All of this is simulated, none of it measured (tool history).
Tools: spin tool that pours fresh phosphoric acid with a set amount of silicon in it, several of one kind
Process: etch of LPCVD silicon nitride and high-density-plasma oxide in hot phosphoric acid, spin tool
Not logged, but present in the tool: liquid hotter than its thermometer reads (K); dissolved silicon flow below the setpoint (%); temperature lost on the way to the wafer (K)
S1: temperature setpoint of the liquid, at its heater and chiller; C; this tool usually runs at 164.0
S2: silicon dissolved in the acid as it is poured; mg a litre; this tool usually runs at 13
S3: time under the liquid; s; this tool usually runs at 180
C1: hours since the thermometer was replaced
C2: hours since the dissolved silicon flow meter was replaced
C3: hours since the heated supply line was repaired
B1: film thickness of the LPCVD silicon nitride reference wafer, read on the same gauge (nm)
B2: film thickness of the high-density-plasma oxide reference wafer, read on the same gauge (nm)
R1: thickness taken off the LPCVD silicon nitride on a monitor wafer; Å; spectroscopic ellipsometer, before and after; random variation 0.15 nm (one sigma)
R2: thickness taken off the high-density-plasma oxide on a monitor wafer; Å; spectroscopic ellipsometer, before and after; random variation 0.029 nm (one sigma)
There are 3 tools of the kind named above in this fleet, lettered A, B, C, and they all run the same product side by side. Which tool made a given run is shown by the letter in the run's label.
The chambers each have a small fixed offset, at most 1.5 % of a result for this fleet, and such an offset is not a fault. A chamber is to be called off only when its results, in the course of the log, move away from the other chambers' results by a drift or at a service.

| run | hour | S1 | S2 | S3 | C1 | C2 | C3 | B1 | B2 | R1 | R2 |
|---|---|---|---|---|---|---|---|---|---|---|---|
| 1C | 8.1 | 164.0 | 13 | 180 | 492.0 | 333.5 | 2838.7 | 109.98 | 79.980 | 194.360 | 4.3746 |
| 2B | 14.6 | 164.0 | 13 | 180 | 1481.0 | 1153.8 | 93.8 | 110.01 | 79.991 | 195.380 | 3.6493 |
| 3A | 23.2 | 164.0 | 13 | 180 | 1318.0 | 1642.3 | 378.7 | 110.00 | 79.999 | 194.070 | 3.9009 |
| 4A | 31.7 | 164.0 | 13 | 180 | 1326.5 | 1650.8 | 387.2 | 109.99 | 80.016 | 195.590 | 3.4975 |
| 5C | 42.7 | 164.0 | 13 | 180 | 526.6 | 368.1 | 2873.3 | 110.00 | 80.013 | 192.810 | 3.9034 |
| 6B | 50.0 | 164.0 | 13 | 180 | 1516.4 | 1189.2 | 129.2 | 110.00 | 80.047 | 194.310 | 3.6669 |
| 7B | 57.1 | 164.0 | 13 | 180 | 1523.5 | 1196.3 | 136.3 | 109.99 | 79.978 | 196.900 | 4.1002 |
| 8C | 63.4 | 164.0 | 13 | 180 | 547.3 | 388.8 | 2894.0 | 110.01 | 79.948 | 192.270 | 3.8767 |
| 9A | 73.1 | 164.0 | 13 | 180 | 1367.9 | 1692.2 | 428.6 | 110.01 | 79.981 | 195.400 | 3.9233 |
| 10C | 84.1 | 164.0 | 13 | 180 | 568.0 | 409.5 | 2914.7 | 110.01 | 80.005 | 193.780 | 3.7662 |
| 11B | 90.5 | 164.0 | 13 | 180 | 1556.9 | 1229.7 | 169.7 | 110.03 | 80.027 | 194.080 | 3.8006 |
| 12A | 100.8 | 164.0 | 13 | 180 | 1395.6 | 1719.9 | 456.3 | 110.00 | 80.028 | 197.040 | 3.6532 |
| 13C | 110.5 | 162.5 | 13 | 120 | 594.4 | 435.9 | 2941.1 | 110.00 | 80.009 | 123.580 | 2.3547 |
| 14B | 118.3 | 162.5 | 13 | 120 | 1584.7 | 1257.5 | 197.5 | 109.99 | 80.055 | 124.510 | 2.4397 |
|  | 118.4 | chamber B: dissolved silicon flow meter replaced |
| 15A | 124.2 | 162.5 | 13 | 120 | 1419.0 | 1743.3 | 479.7 | 110.01 | 79.980 | 123.440 | 2.4181 |
| 16A | 130.2 | 164.0 | 13 | 180 | 1425.0 | 1749.3 | 485.7 | 109.98 | 79.999 | 194.780 | 4.4719 |
| 17B | 139.7 | 164.0 | 13 | 180 | 1606.1 | 21.3 | 218.9 | 109.99 | 80.042 | 194.980 | 3.8769 |
| 18C | 146.4 | 164.0 | 13 | 80 | 630.3 | 471.8 | 2977.0 | 110.01 | 80.008 | 84.823 | 1.6091 |
| 19A | 155.3 | 164.0 | 13 | 80 | 1450.1 | 1774.4 | 510.8 | 109.99 | 79.982 | 85.560 | 1.6090 |
| 20C | 161.3 | 164.0 | 13 | 80 | 645.2 | 486.7 | 2991.9 | 109.98 | 80.009 | 85.909 | 1.6762 |
| 21B | 167.5 | 164.0 | 13 | 180 | 1633.9 | 49.1 | 246.7 | 109.98 | 79.985 | 196.300 | 3.8272 |
| 22C | 172.5 | 164.0 | 13 | 180 | 656.4 | 497.9 | 3003.1 | 110.01 | 80.041 | 193.960 | 3.9669 |
| 23B | 183.0 | 164.0 | 13 | 180 | 1649.4 | 64.6 | 262.2 | 110.01 | 80.039 | 195.050 | 4.0471 |
| 24A | 192.9 | 164.0 | 13 | 180 | 1487.7 | 1812.0 | 548.4 | 110.00 | 79.994 | 196.690 | 3.6062 |
| 25C | 198.0 | 164.0 | 13 | 180 | 681.9 | 523.4 | 3028.6 | 109.99 | 79.991 | 190.620 | 4.0103 |
| 26A | 206.5 | 164.0 | 13 | 180 | 1501.3 | 1825.6 | 562.0 | 110.02 | 79.972 | 192.340 | 3.9342 |
| 27B | 212.9 | 164.0 | 13 | 180 | 1679.3 | 94.5 | 292.1 | 109.99 | 80.048 | 192.800 | 3.7699 |
| 28A | 221.4 | 164.0 | 13 | 180 | 1516.2 | 1840.5 | 576.9 | 110.00 | 80.007 | 194.060 | 3.7794 |
| 29C | 230.8 | 164.0 | 13 | 180 | 714.7 | 556.2 | 3061.4 | 110.00 | 80.015 | 194.930 | 3.8200 |
| 30B | 240.1 | 164.0 | 13 | 180 | 1706.5 | 121.7 | 319.3 | 109.99 | 80.023 | 193.630 | 3.6685 |
| 31A | 245.1 | 165.5 | 13 | 180 | 1539.9 | 1864.2 | 600.6 | 110.00 | 80.024 | 203.140 | 4.2550 |
| 32C | 250.4 | 165.5 | 13 | 180 | 734.3 | 575.8 | 3081.0 | 110.01 | 79.998 | 201.370 | 4.7446 |
| 33B | 256.3 | 165.5 | 13 | 180 | 1722.7 | 137.9 | 335.5 | 110.00 | 80.023 | 205.500 | 4.0265 |
| 34A | 263.9 | 164.0 | 13 | 180 | 1558.7 | 1883.0 | 619.4 | 110.02 | 79.995 | 193.820 | 3.8423 |
| 35C | 269.8 | 164.0 | 13 | 90 | 753.7 | 595.2 | 3100.4 | 110.01 | 79.989 | 95.871 | 1.6026 |
| 36B | 280.2 | 164.0 | 13 | 90 | 1746.6 | 161.8 | 359.4 | 110.00 | 79.983 | 98.910 | 1.6502 |

Which is it: a chamber that has drifted or been left off by a service, a gauge drift common to all chambers, or only each chamber's usual small offset? If a chamber is off, name it and its likeliest cause.

No chamber is off and the gauge is stable; the differences are just each chamber's small, constant offset.
